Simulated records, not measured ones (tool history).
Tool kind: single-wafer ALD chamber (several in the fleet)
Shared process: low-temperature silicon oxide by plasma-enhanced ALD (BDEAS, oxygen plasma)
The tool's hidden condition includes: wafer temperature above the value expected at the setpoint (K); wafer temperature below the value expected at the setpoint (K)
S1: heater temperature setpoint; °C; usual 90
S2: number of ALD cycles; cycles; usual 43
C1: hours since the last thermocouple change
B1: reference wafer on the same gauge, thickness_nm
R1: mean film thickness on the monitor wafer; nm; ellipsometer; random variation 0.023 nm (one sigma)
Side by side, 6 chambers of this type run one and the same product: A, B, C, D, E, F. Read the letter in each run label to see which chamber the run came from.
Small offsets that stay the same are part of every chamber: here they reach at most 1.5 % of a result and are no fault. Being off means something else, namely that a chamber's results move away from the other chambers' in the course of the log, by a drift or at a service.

{"run": "1A", "hour": 5.3, "S1": 90, "S2": 43, "C1": 84.4, "B1": 5.9582, "R1": 6.4105}
{"run": "2C", "hour": 15.0, "S1": 90, "S2": 43, "C1": 979.6, "B1": 5.9594, "R1": 6.405}
{"run": "3F", "hour": 21.6, "S1": 90, "S2": 43, "C1": 2610.4, "B1": 5.9608, "R1": 6.4353}
{"run": "4E", "hour": 31.7, "S1": 90, "S2": 43, "C1": 161.2, "B1": 5.9627, "R1": 6.445}
{"run": "5D", "hour": 37.7, "S1": 90, "S2": 43, "C1": 1781.9, "B1": 5.9628, "R1": 6.3893}
{"run": "6B", "hour": 48.6, "S1": 90, "S2": 43, "C1": 69.4, "B1": 5.9597, "R1": 6.3576}
{"run": "7E", "hour": 56.5, "S1": 90, "S2": 43, "C1": 186.0, "B1": 5.9637, "R1": 6.4306}
{"run": "8C", "hour": 64.4, "S1": 90, "S2": 43, "C1": 1029.0, "B1": 5.961, "R1": 6.3834}
{"run": "9D", "hour": 72.6, "S1": 90, "S2": 43, "C1": 1816.8, "B1": 5.9577, "R1": 6.4343}
{"run": "10F", "hour": 78.5, "S1": 90, "S2": 43, "C1": 2667.3, "B1": 5.9596, "R1": 6.4}
{"run": "11A", "hour": 90.0, "S1": 90, "S2": 36, "C1": 169.1, "B1": 5.9558, "R1": 5.3618}
{"run": "12B", "hour": 100.7, "S1": 90, "S2": 36, "C1": 121.5, "B1": 5.9642, "R1": 5.3439}
{"run": "13C", "hour": 109.9, "S1": 90, "S2": 36, "C1": 1074.5, "B1": 5.9634, "R1": 5.3208}
{"run": "14B", "hour": 115.4, "S1": 90, "S2": 36, "C1": 136.2, "B1": 5.9614, "R1": 5.3205}
{"run": "15D", "hour": 125.3, "S1": 90, "S2": 36, "C1": 1869.5, "B1": 5.9577, "R1": 5.3628}
{"run": "16A", "hour": 132.2, "S1": 90, "S2": 36, "C1": 211.3, "B1": 5.9572, "R1": 5.3492}
{"hour": 133.5, "done": "chamber F: thermocouple changed; heater temperature recalibrated"}
{"run": "17F", "hour": 139.6, "S1": 90, "S2": 43, "C1": 6.1, "B1": 5.9628, "R1": 6.3971}
{"run": "18E", "hour": 150.5, "S1": 90, "S2": 43, "C1": 280.0, "B1": 5.9589, "R1": 6.4307}
{"run": "19E", "hour": 156.0, "S1": 90, "S2": 43, "C1": 285.5, "B1": 5.9584, "R1": 6.418}
{"run": "20B", "hour": 167.6, "S1": 90, "S2": 43, "C1": 188.4, "B1": 5.9532, "R1": 6.3352}
{"run": "21F", "hour": 172.9, "S1": 90, "S2": 43, "C1": 39.4, "B1": 5.9594, "R1": 6.4029}
{"run": "22D", "hour": 181.7, "S1": 90, "S2": 43, "C1": 1925.9, "B1": 5.9577, "R1": 6.3987}
{"run": "23C", "hour": 192.9, "S1": 90, "S2": 43, "C1": 1157.5, "B1": 5.9639, "R1": 6.3961}
{"run": "24A", "hour": 202.7, "S1": 90, "S2": 43, "C1": 281.8, "B1": 5.9643, "R1": 6.3673}
{"run": "25B", "hour": 209.2, "S1": 90, "S2": 43, "C1": 230.0, "B1": 5.9527, "R1": 6.3143}
{"run": "26A", "hour": 216.0, "S1": 101, "S2": 48, "C1": 295.1, "B1": 5.9581, "R1": 6.8683}
{"run": "27E", "hour": 224.9, "S1": 101, "S2": 48, "C1": 354.4, "B1": 5.9557, "R1": 6.9189}
{"hour": 227.3, "done": "chamber D: thermocouple changed; heater temperature recalibrated"}
{"run": "28F", "hour": 235.8, "S1": 101, "S2": 48, "C1": 102.3, "B1": 5.9602, "R1": 6.8903}
{"run": "29D", "hour": 246.5, "S1": 101, "S2": 48, "C1": 19.2, "B1": 5.9609, "R1": 6.8523}
{"run": "30C", "hour": 252.6, "S1": 101, "S2": 48, "C1": 1217.2, "B1": 5.957, "R1": 6.8091}
{"run": "31C", "hour": 259.2, "S1": 101, "S2": 48, "C1": 1223.8, "B1": 5.9582, "R1": 6.8779}
{"run": "32A", "hour": 267.9, "S1": 90, "S2": 43, "C1": 347.0, "B1": 5.9575, "R1": 6.4118}
{"run": "33F", "hour": 273.2, "S1": 90, "S2": 43, "C1": 139.7, "B1": 5.9594, "R1": 6.4082}
{"run": "34D", "hour": 279.9, "S1": 90, "S2": 43, "C1": 52.6, "B1": 5.9611, "R1": 6.4137}
{"run": "35B", "hour": 287.3, "S1": 90, "S2": 43, "C1": 308.1, "B1": 5.9617, "R1": 6.3533}
{"run": "36E", "hour": 293.1, "S1": 90, "S2": 43, "C1": 422.6, "B1": 5.9566, "R1": 6.3856}
{"run": "37A", "hour": 304.9, "S1": 90, "S2": 43, "C1": 384.0, "B1": 5.9535, "R1": 6.3711}
{"run": "38F", "hour": 312.4, "S1": 90, "S2": 43, "C1": 178.9, "B1": 5.9573, "R1": 6.4074}
{"run": "39E", "hour": 320.5, "S1": 90, "S2": 43, "C1": 450.0, "B1": 5.9561, "R1": 6.4471}
{"run": "40D", "hour": 331.8, "S1": 90, "S2": 43, "C1": 104.5, "B1": 5.9632, "R1": 6.4192}
{"run": "41C", "hour": 340.5, "S1": 90, "S2": 43, "C1": 1305.1, "B1": 5.9579, "R1": 6.4036}
{"run": "42B", "hour": 352.3, "S1": 90, "S2": 43, "C1": 373.1, "B1": 5.9592, "R1": 6.3202}
{"run": "43B", "hour": 363.6, "S1": 90, "S2": 43, "C1": 384.4, "B1": 5.962, "R1": 6.3595}
{"run": "44A", "hour": 373.7, "S1": 90, "S2": 43, "C1": 452.8, "B1": 5.9603, "R1": 6.3748}

Each of the 6 chambers runs these same settings next. Fill in every chamber's results:
{"run": "45A", "hour": 382.2, "S1": 104, "S2": 43, "R1": "?"}
{"run": "45B", "hour": 382.2, "S1": 104, "S2": 43, "R1": "?"}
{"run": "45C", "hour": 382.2, "S1": 104, "S2": 43, "R1": "?"}
{"run": "45D", "hour": 382.2, "S1": 104, "S2": 43, "R1": "?"}
{"run": "45E", "hour": 382.2, "S1": 104, "S2": 43, "R1": "?"}
{"run": "45F", "hour": 382.2, "S1": 104, "S2": 43, "R1": "?"}

run=45A R1=6.0873
run=45B R1=6.0372
run=45C R1=6.1222
run=45D R1=6.1328
run=45E R1=6.1636
run=45F R1=6.1831

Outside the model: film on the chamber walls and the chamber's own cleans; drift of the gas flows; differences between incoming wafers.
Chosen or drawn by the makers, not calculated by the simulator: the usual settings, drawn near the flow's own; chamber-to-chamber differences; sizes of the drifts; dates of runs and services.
